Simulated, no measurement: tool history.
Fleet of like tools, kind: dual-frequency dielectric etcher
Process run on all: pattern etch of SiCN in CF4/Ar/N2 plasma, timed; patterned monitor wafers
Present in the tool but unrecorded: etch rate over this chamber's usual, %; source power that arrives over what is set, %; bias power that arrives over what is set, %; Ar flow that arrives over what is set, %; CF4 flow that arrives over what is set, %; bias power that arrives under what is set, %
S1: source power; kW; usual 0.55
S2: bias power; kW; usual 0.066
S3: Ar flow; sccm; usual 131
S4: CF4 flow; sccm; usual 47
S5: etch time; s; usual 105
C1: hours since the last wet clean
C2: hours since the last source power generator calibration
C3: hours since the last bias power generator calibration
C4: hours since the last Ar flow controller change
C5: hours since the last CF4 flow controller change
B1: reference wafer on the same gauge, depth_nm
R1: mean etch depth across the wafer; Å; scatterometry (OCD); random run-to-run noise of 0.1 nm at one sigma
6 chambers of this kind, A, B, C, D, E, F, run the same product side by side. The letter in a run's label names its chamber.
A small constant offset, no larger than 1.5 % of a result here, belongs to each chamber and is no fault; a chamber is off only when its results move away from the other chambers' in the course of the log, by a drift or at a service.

Run 1D, hour 14.2: usual settings; C1 64.2; C2 1939; C3 788; C4 1207.8; C5 1637.2; B1 94.061. Result: R1 944.12 Å.
Run 2F, hour 22.6: usual settings; C1 629.8; C2 1930.3; C3 2367.8; C4 1251.5; C5 751.9; B1 94.07. Result: R1 932.5 Å.
At hour 22.9: chamber F: wet clean of the chamber.
Run 3C, hour 37.1: usual settings; C1 360.5; C2 3375.5; C3 2713.1; C4 762.5; C5 991.3; B1 94.058. Result: R1 938.56 Å.
Run 4A, hour 44.6: usual settings; C1 56; C2 1275; C3 1883.2; C4 504.6; C5 1586.6; B1 94.048. Result: R1 922.01 Å.
At hour 55.7: chamber C: wet clean of the chamber.
Run 5B, hour 57.2: usual settings; C1 119.7; C2 2209.3; C3 427.5; C4 1926.6; C5 79.2; B1 94.043. Result: R1 933.9 Å.
Run 6E, hour 64.1: usual settings; C1 110.2; C2 2014.9; C3 1928; C4 2377.7; C5 397.1; B1 94.03. Result: R1 939.09 Å.
Run 7F, hour 71.1: usual settings; C1 48.3; C2 1978.8; C3 2416.3; C4 1300; C5 800.4; B1 94.039. Result: R1 933.44 Å.
Run 8C, hour 78.2: usual settings; C1 22.6; C2 3416.6; C3 2754.2; C4 803.6; C5 1032.4; B1 94.028. Result: R1 937.21 Å.
Run 9D, hour 84.9: usual settings; C1 134.9; C2 2009.7; C3 858.7; C4 1278.5; C5 1707.9; B1 94.015. Result: R1 942.93 Å.
Run 10A, hour 97.7: usual settings; C1 109.1; C2 1328.1; C3 1936.3; C4 557.7; C5 1639.7; B1 94.02. Result: R1 925.19 Å.
Run 11B, hour 111.4: usual settings; C1 173.9; C2 2263.5; C3 481.7; C4 1980.8; C5 133.4; B1 94.019. Result: R1 936 Å.
Run 12E, hour 118.4: usual settings; C1 164.5; C2 2069.2; C3 1982.3; C4 2432; C5 451.4; B1 93.975. Result: R1 938.75 Å.
Run 13E, hour 131: usual settings; C1 177.1; C2 2081.8; C3 1994.9; C4 2444.6; C5 464; B1 93.951. Result: R1 940.53 Å.
At hour 133.1: chamber F: source power generator calibrated.
Run 14B, hour 145.4: usual settings; C1 207.9; C2 2297.5; C3 515.7; C4 2014.8; C5 167.4; B1 93.956. Result: R1 931.86 Å.
Run 15D, hour 156: usual settings but S2 0.079 kW, S4 41 sccm; C1 206; C2 2080.8; C3 929.8; C4 1349.6; C5 1779; B1 93.935. Result: R1 988.53 Å.
At hour 157.8: chamber F: Ar flow controller replaced.
Run 16A, hour 164.8: usual settings but S2 0.079 kW, S4 41 sccm; C1 176.2; C2 1395.2; C3 2003.4; C4 624.8; C5 1706.8; B1 93.95. Result: R1 964.8 Å.
Run 17C, hour 171.4: usual settings but S2 0.079 kW, S4 41 sccm; C1 115.8; C2 3509.8; C3 2847.4; C4 896.8; C5 1125.6; B1 93.903. Result: R1 981.56 Å.
Run 18F, hour 184.3: usual settings but S2 0.079 kW, S4 41 sccm; C1 161.5; C2 51.3; C3 2529.5; C4 26.6; C5 913.6; B1 93.92. Result: R1 975.3 Å.
At hour 188.6: chamber B: source power generator calibrated.
Run 19B, hour 196.9: usual settings but S2 0.079 kW, S4 41 sccm; C1 259.4; C2 8.4; C3 567.2; C4 2066.3; C5 218.9; B1 93.924. Result: R1 975.89 Å.
Run 20F, hour 205.4: usual settings but S2 0.079 kW, S4 41 sccm; C1 182.6; C2 72.4; C3 2550.6; C4 47.7; C5 934.7; B1 93.894. Result: R1 974.74 Å.
Run 21C, hour 212.5: usual settings but S2 0.077 kW, S4 37 sccm; C1 156.9; C2 3550.9; C3 2888.5; C4 937.9; C5 1166.7; B1 93.902. Result: R1 952.41 Å.
Run 22E, hour 225.2: usual settings but S2 0.077 kW, S4 37 sccm; C1 271.3; C2 2176; C3 2089.1; C4 2538.8; C5 558.2; B1 93.896. Result: R1 956.61 Å.
Run 23A, hour 233.7: usual settings but S2 0.077 kW, S4 37 sccm; C1 245.1; C2 1464.1; C3 2072.3; C4 693.7; C5 1775.7; B1 93.847. Result: R1 938.24 Å.
Run 24D, hour 242.7: usual settings but S2 0.077 kW, S4 37 sccm; C1 292.7; C2 2167.5; C3 1016.5; C4 1436.3; C5 1865.7; B1 93.855. Result: R1 960.36 Å.
Run 25E, hour 255.5: usual settings but S2 0.077 kW, S4 37 sccm; C1 301.6; C2 2206.3; C3 2119.4; C4 2569.1; C5 588.5; B1 93.853. Result: R1 957.15 Å.
Run 26A, hour 264.5: usual settings but S2 0.077 kW, S4 37 sccm; C1 275.9; C2 1494.9; C3 2103.1; C4 724.5; C5 1806.5; B1 93.817. Result: R1 936.08 Å.
Run 27B, hour 272.8: usual settings; C1 335.3; C2 84.3; C3 643.1; C4 2142.2; C5 294.8; B1 93.81. Result: R1 931.76 Å.
Run 28C, hour 286.1: usual settings; C1 230.5; C2 3624.5; C3 2962.1; C4 1011.5; C5 1240.3; B1 93.818. Result: R1 934.53 Å.
Run 29D, hour 296.4: usual settings; C1 346.4; C2 2221.2; C3 1070.2; C4 1490; C5 1919.4; B1 93.783. Result: R1 941.76 Å.
Run 30F, hour 309.6: usual settings; C1 286.8; C2 176.6; C3 2654.8; C4 151.9; C5 1038.9; B1 93.798. Result: R1 930.7 Å.
Run 31C, hour 320.4: usual settings; C1 264.8; C2 3658.8; C3 2996.4; C4 1045.8; C5 1274.6; B1 93.773. Result: R1 935.33 Å.
Run 32F, hour 333: usual settings; C1 310.2; C2 200; C3 2678.2; C4 175.3; C5 1062.3; B1 93.796. Result: R1 933.33 Å.
Run 33D, hour 346.6: usual settings but S3 147 sccm, S4 56 sccm; C1 396.6; C2 2271.4; C3 1120.4; C4 1540.2; C5 1969.6; B1 93.789. Result: R1 952.25 Å.
Run 34E, hour 356.9: usual settings but S3 147 sccm, S4 56 sccm; C1 403; C2 2307.7; C3 2220.8; C4 2670.5; C5 689.9; B1 93.742. Result: R1 947.2 Å.
Run 35B, hour 367.9: usual settings but S3 147 sccm, S4 56 sccm; C1 430.4; C2 179.4; C3 738.2; C4 2237.3; C5 389.9; B1 93.742. Result: R1 941.44 Å.
At hour 374.5: chamber B: wet clean of the chamber.
Run 36A, hour 377.3: usual settings but S3 147 sccm, S4 56 sccm; C1 388.7; C2 1607.7; C3 2215.9; C4 837.3; C5 1919.3; B1 93.726. Result: R1 930.59 Å.
Run 37E, hour 387.6: usual settings but S3 147 sccm, S4 56 sccm; C1 433.7; C2 2338.4; C3 2251.5; C4 2701.2; C5 720.6; B1 93.742. Result: R1 946.43 Å.
Run 38D, hour 402: usual settings but S3 147 sccm, S4 56 sccm; C1 452; C2 2326.8; C3 1175.8; C4 1595.6; C5 2025; B1 93.697. Result: R1 950.85 Å.
At hour 402.6: chamber C: wet clean of the chamber.
Run 39C, hour 414.5: usual settings; C1 11.9; C2 3752.9; C3 3090.5; C4 1139.9; C5 1368.7; B1 93.707. Result: R1 933.65 Å.
Run 40B, hour 428.7: usual settings; C1 54.2; C2 240.2; C3 799; C4 2298.1; C5 450.7; B1 93.677. Result: R1 931.14 Å.

Each of the 6 chambers runs these same settings next. Fill in every chamber's results:
Run 41A, hour 439.2: usual settings but S5 117.5 s. Result: R1 ?.
Run 41B, hour 439.2: usual settings but S5 117.5 s. Result: R1 ?.
Run 41C, hour 439.2: usual settings but S5 117.5 s. Result: R1 ?.
Run 41D, hour 439.2: usual settings but S5 117.5 s. Result: R1 ?.
Run 41E, hour 439.2: usual settings but S5 117.5 s. Result: R1 ?.
Run 41F, hour 439.2: usual settings but S5 117.5 s. Result: R1 ?.

run      R1
41A  1029.7
41B  1044.8
41C  1044.2
41D  1052.9
41E  1046.5
41F  1040.9
